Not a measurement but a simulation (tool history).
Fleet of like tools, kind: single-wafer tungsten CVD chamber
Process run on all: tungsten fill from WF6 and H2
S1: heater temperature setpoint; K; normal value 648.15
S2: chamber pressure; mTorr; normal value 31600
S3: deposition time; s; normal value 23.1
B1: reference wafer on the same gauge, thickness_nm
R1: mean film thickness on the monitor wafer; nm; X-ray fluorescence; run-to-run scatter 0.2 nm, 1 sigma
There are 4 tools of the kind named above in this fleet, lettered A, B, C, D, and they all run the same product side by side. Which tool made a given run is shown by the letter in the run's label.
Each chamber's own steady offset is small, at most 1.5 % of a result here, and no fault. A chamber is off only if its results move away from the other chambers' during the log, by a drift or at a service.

Run 1B, hour 12.6: usual settings; B1 36.231. Result: R1 42.308 nm.
Run 2A, hour 27.3: usual settings; B1 36.173. Result: R1 42.001 nm.
Run 3D, hour 34.9: usual settings; B1 36.231. Result: R1 42.99 nm.
Run 4C, hour 43.2: usual settings; B1 36.185. Result: R1 42.502 nm.
Run 5C, hour 54.1: usual settings; B1 36.191. Result: R1 42.159 nm.
Run 6B, hour 62.9: usual settings; B1 36.19. Result: R1 42.299 nm.
Run 7A, hour 70.3: usual settings; B1 36.222. Result: R1 41.966 nm.
Run 8D, hour 85.4: usual settings; B1 36.222. Result: R1 42.399 nm.
Run 9A, hour 99.2: usual settings; B1 36.178. Result: R1 41.884 nm.
Run 10C, hour 106.8: usual settings; B1 36.185. Result: R1 42.501 nm.
Run 11B, hour 115.6: usual settings but S1 658.15 K, S3 19.9 s; B1 36.205. Result: R1 44.611 nm.
Run 12D, hour 123.9: usual settings but S1 658.15 K, S3 19.9 s; B1 36.232. Result: R1 44.708 nm.
Run 13B, hour 137.3: usual settings but S1 658.15 K, S3 19.9 s; B1 36.191. Result: R1 44.806 nm.
Run 14C, hour 149.6: usual settings but S1 658.15 K, S3 19.9 s; B1 36.237. Result: R1 44.82 nm.
Run 15D, hour 165.3: usual settings; B1 36.166. Result: R1 42.84 nm.
Run 16A, hour 177.3: usual settings; B1 36.193. Result: R1 42.063 nm.
Run 17A, hour 184.4: usual settings; B1 36.199. Result: R1 41.966 nm.
Run 18C, hour 198.6: usual settings; B1 36.202. Result: R1 42.716 nm.
Run 19D, hour 211.4: usual settings; B1 36.168. Result: R1 42.724 nm.
At hour 216.9: chamber A: thermocouple changed; heater temperature recalibrated.
At hour 226.1: chamber B: thermocouple changed; heater temperature recalibrated.
Run 20B, hour 226.4: usual settings; B1 36.214. Result: R1 41.981 nm.
Run 21C, hour 238.2: usual settings; B1 36.147. Result: R1 42.508 nm.
Run 22B, hour 247.6: usual settings; B1 36.229. Result: R1 42.107 nm.
Run 23A, hour 257.7: usual settings; B1 36.164. Result: R1 39.259 nm.
Run 24D, hour 272.5: usual settings; B1 36.205. Result: R1 42.221 nm.
Run 25C, hour 282: usual settings; B1 36.189. Result: R1 42.517 nm.
Run 26A, hour 291.6: usual settings; B1 36.197. Result: R1 39.497 nm.
Run 27B, hour 304: usual settings; B1 36.169. Result: R1 42.092 nm.
Run 28D, hour 319.7: usual settings; B1 36.192. Result: R1 42.87 nm.
Run 29A, hour 326.9: usual settings; B1 36.207. Result: R1 39.749 nm.
Run 30B, hour 337: usual settings; B1 36.203. Result: R1 42.38 nm.
Run 31D, hour 349.9: usual settings; B1 36.178. Result: R1 42.309 nm.
Run 32C, hour 364.9: usual settings but S2 26700 mTorr, S3 26.1 s; B1 36.225. Result: R1 44.131 nm.
Run 33B, hour 373.8: usual settings but S2 26700 mTorr, S3 26.1 s; B1 36.165. Result: R1 44.168 nm.
Run 34D, hour 386.9: usual settings but S2 26700 mTorr, S3 26.1 s; B1 36.216. Result: R1 44.377 nm.
Run 35C, hour 395.8: usual settings but S2 26700 mTorr, S3 26.1 s; B1 36.209. Result: R1 44.111 nm.
Run 36A, hour 410.8: usual settings; B1 36.179. Result: R1 39.497 nm.
Run 37D, hour 418.8: usual settings; B1 36.201. Result: R1 42.456 nm.
Run 38B, hour 433: usual settings; B1 36.188. Result: R1 41.958 nm.
Run 39A, hour 446.4: usual settings; B1 36.211. Result: R1 39.637 nm.
Run 40C, hour 461.2: usual settings; B1 36.189. Result: R1 42.55 nm.
Run 41A, hour 474.5: usual settings; B1 36.22. Result: R1 39.66 nm.

Predict what each chamber gives when all 4 of them run the settings below next.
Run 42A, hour 485.8: usual settings. Result: R1 ?.
Run 42B, hour 485.8: usual settings. Result: R1 ?.
Run 42C, hour 485.8: usual settings. Result: R1 ?.
Run 42D, hour 485.8: usual settings. Result: R1 ?.

run      R1
42A   39.82
42B  42.141
42C  42.317
42D  42.375

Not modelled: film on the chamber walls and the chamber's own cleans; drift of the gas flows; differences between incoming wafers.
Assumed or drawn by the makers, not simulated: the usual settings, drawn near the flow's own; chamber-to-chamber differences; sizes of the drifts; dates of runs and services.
